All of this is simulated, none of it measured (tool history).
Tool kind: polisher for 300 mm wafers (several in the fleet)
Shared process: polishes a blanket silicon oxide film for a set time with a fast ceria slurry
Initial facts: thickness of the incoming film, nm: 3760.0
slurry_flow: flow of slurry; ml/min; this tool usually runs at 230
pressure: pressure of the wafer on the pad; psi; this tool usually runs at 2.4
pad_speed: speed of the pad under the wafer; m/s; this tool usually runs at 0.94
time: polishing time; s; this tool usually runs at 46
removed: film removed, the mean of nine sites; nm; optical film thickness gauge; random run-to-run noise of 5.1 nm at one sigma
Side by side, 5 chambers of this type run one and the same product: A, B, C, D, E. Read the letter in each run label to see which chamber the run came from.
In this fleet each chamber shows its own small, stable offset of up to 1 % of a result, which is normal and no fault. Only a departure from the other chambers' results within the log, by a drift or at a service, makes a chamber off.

| run | hour | slurry_flow | pressure | pad_speed | time | removed |
|---|---|---|---|---|---|---|
| 1E | 5.4 | 230 | 2.4 | 0.94 | 46 | 588.32 |
| 2D | 14.3 | 230 | 2.4 | 0.94 | 46 | 583.76 |
| 3A | 22.8 | 230 | 2.4 | 0.94 | 46 | 585.93 |
|  | 30.9 | chamber C: worn pad replaced by a new one |
|  | 31.7 | chamber D: worn pad replaced by a new one |
| 4B | 33.1 | 230 | 2.4 | 0.94 | 46 | 593.52 |
| 5C | 43.8 | 230 | 2.4 | 0.94 | 46 | 595.23 |
|  | 45.2 | chamber C: slurry nozzle cleaned |
| 6A | 50.9 | 230 | 2.4 | 0.94 | 46 | 585.93 |
| 7C | 60.8 | 230 | 2.4 | 0.94 | 46 | 597.96 |
|  | 64 | chamber B: worn pad replaced by a new one |
|  | 65 | chamber E: worn pad replaced by a new one |
| 8D | 67.7 | 230 | 2.4 | 0.94 | 46 | 585.9 |
| 9E | 75.5 | 230 | 2.4 | 0.94 | 46 | 593.25 |
|  | 76.3 | chamber D: slurry nozzle cleaned |
|  | 79.1 | chamber A: worn pad replaced by a new one |
|  | 79.7 | chamber D: head pressure recalibrated |
| 10B | 83.7 | 230 | 2.4 | 0.94 | 46 | 583.73 |
|  | 93.5 | chamber B: slurry nozzle cleaned |
| 11A | 94.5 | 230 | 2.4 | 0.94 | 32 | 408.31 |
|  | 95.1 | chamber B: head pressure recalibrated |
| 12B | 102.2 | 230 | 2.4 | 0.94 | 32 | 412.45 |
| 13E | 111.5 | 230 | 2.4 | 0.94 | 32 | 403.89 |
| 14C | 116.9 | 230 | 2.4 | 0.94 | 32 | 411.71 |
| 15D | 126.5 | 230 | 2.4 | 0.94 | 32 | 410.64 |
|  | 128.5 | chamber E: head pressure recalibrated |
| 16A | 133.8 | 230 | 2.4 | 0.94 | 46 | 592.43 |
| 17E | 144.6 | 230 | 2.4 | 0.94 | 46 | 552.14 |
| 18B | 150 | 230 | 2.4 | 0.94 | 46 | 586.41 |
| 19D | 155 | 230 | 2.4 | 0.94 | 46 | 585.14 |
| 20C | 160.8 | 230 | 2.4 | 0.94 | 46 | 592.07 |
| 21B | 166.4 | 230 | 2.4 | 0.64 | 46 | 394.52 |
|  | 169.3 | chamber C: worn pad replaced by a new one |
| 22D | 172.8 | 230 | 2.4 | 0.64 | 46 | 400.46 |
|  | 179.3 | chamber B: worn pad replaced by a new one |
|  | 180.2 | chamber E: worn pad replaced by a new one |
| 23E | 180.7 | 230 | 2.4 | 0.64 | 46 | 383.23 |
| 24C | 186.8 | 230 | 2.4 | 0.64 | 46 | 402.83 |
|  | 195 | chamber A: worn pad replaced by a new one |
| 25A | 195.5 | 230 | 2.4 | 0.64 | 46 | 402.27 |
|  | 196.9 | chamber A: slurry nozzle cleaned |
|  | 199.5 | chamber D: worn pad replaced by a new one |
| 26E | 203.8 | 230 | 2.4 | 0.94 | 46 | 552.01 |
| 27B | 209.7 | 230 | 2.4 | 0.94 | 46 | 586.77 |
| 28C | 219.9 | 230 | 2.4 | 0.94 | 46 | 593.03 |
| 29D | 227.7 | 230 | 2.4 | 0.94 | 46 | 592.86 |
| 30A | 232.4 | 230 | 2.4 | 0.94 | 46 | 581.31 |
| 31A | 238.7 | 230 | 2.4 | 0.94 | 46 | 583.06 |
| 32C | 243.8 | 275 | 2.4 | 0.94 | 46 | 594.6 |
| 33B | 253.7 | 275 | 2.4 | 0.94 | 46 | 599.25 |
| 34D | 259.9 | 275 | 2.4 | 0.94 | 46 | 596.41 |
|  | 264 | chamber E: slurry nozzle cleaned |
| 35E | 270.2 | 275 | 2.4 | 0.94 | 46 | 565.89 |
| 36E | 277.6 | 275 | 2.4 | 0.94 | 46 | 565.66 |
| 37A | 285.6 | 160 | 2.4 | 0.94 | 46 | 559.22 |
|  | 292.3 | chamber C: worn pad replaced by a new one |
| 38C | 294 | 160 | 2.4 | 0.94 | 46 | 565.3 |
| 39D | 302.1 | 160 | 2.4 | 0.94 | 46 | 555.59 |

All chambers now run identical settings, listed one chamber a line with results as question marks. What results will each chamber show?
| 40A | 309.9 | 230 | 2.4 | 0.94 | 46 | ? |
| 40B | 309.9 | 230 | 2.4 | 0.94 | 46 | ? |
| 40C | 309.9 | 230 | 2.4 | 0.94 | 46 | ? |
| 40D | 309.9 | 230 | 2.4 | 0.94 | 46 | ? |
| 40E | 309.9 | 230 | 2.4 | 0.94 | 46 | ? |

| run | removed |
|---|---|
| 40A | 586.69 |
| 40B | 586.37 |
| 40C | 598.51 |
| 40D | 594 |
| 40E | 548.76 |

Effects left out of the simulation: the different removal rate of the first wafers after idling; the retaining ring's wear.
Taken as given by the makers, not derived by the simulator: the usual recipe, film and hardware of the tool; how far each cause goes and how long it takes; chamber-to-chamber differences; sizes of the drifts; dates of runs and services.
